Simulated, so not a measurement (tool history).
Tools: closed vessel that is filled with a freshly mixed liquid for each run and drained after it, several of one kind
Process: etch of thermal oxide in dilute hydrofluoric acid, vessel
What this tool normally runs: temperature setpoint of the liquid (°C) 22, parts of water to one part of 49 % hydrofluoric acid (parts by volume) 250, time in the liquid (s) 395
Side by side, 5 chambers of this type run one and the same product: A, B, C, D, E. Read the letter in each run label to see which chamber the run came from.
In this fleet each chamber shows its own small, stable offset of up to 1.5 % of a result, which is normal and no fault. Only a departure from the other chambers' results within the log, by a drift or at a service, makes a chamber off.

run	hour	temperature setpoint of the liquid (°C)	parts of water to one part of 49 % hydrofluoric acid (parts by volume)	time in the liquid (s)	read-back film thickness of the thermal oxide reference wafer, read on the same gauge (nm)	thickness taken off the thermal oxide on a monitor wafer (angstrom)
1C	4.4	22	250	395	80.012	59.972
2E	7.4	22	250	395	80.014	59.948
# hour 10.3: chamber C: hydrofluoric acid flow meter replaced
3D	12.2	22	250	395	80.004	61.085
4A	14.9	22	250	395	79.997	60.651
5B	20.2	22	250	395	79.992	61.582
6E	24.4	22	250	395	79.996	60.193
7A	28	22	250	605	80.009	93.308
8B	31.9	22	250	605	80.007	92.812
9D	35.8	22	250	605	80.005	93.208
10C	38.9	22	250	605	79.992	92.874
11A	41.7	22	250	605	79.995	93.526
12B	44.3	22	250	395	79.994	60.424
13D	48	22	250	395	80.004	60.291
14E	53.2	22	180	175	80.013	39.332
15C	58.4	22	180	175	80.01	40.585
16A	62.9	22	180	175	79.995	39.872
17C	66.3	22	180	175	80.007	39.749
18E	68.8	22	180	175	80.002	40.161
19D	71.4	22	250	395	80.005	60.384
20B	74.3	22	300	540	80.007	65.714
21A	79.5	22	300	540	80	66.82
# hour 80: chamber B: hydrofluoric acid flow meter replaced
22D	84.4	22	300	540	80.019	66.944
23E	89.4	22	300	540	79.976	65.63
24B	92.9	22	300	540	79.997	65.677
25C	96.9	22	250	395	79.975	60.824
26D	100.6	22	250	395	79.999	60.332
27A	105.3	22	250	395	80.003	60.488
28E	110.3	22	250	395	79.998	59.515
29B	113	22	250	395	79.996	60.753
30C	117.5	22	250	395	80.004	60.588
31D	122.4	22	250	395	80.002	60.153
32B	126.6	22	250	395	80	60.99
33A	130.5	22	250	395	79.997	60.484
# hour 131.8: chamber A: thermometer replaced
34C	135.6	22	250	395	79.998	61.15
35E	140.6	22	250	395	80.003	60.153
36A	143.9	22	145	395	79.999	116.51
37B	146.7	22	145	395	79.995	117.17
38E	151	22	145	395	79.995	115.35
39D	155.7	22	145	395	80.012	117.67
40C	159	22	145	395	80.008	114.75
41E	163.2	22	250	395	79.996	59.795

What goes on in this fleet: one chamber off, a drifting gauge, or nothing beyond the chambers' own small offsets? Name the chamber and the cause, if any.

Neither any chamber nor the gauge drifts; the chambers differ only by their own small, steady offsets.

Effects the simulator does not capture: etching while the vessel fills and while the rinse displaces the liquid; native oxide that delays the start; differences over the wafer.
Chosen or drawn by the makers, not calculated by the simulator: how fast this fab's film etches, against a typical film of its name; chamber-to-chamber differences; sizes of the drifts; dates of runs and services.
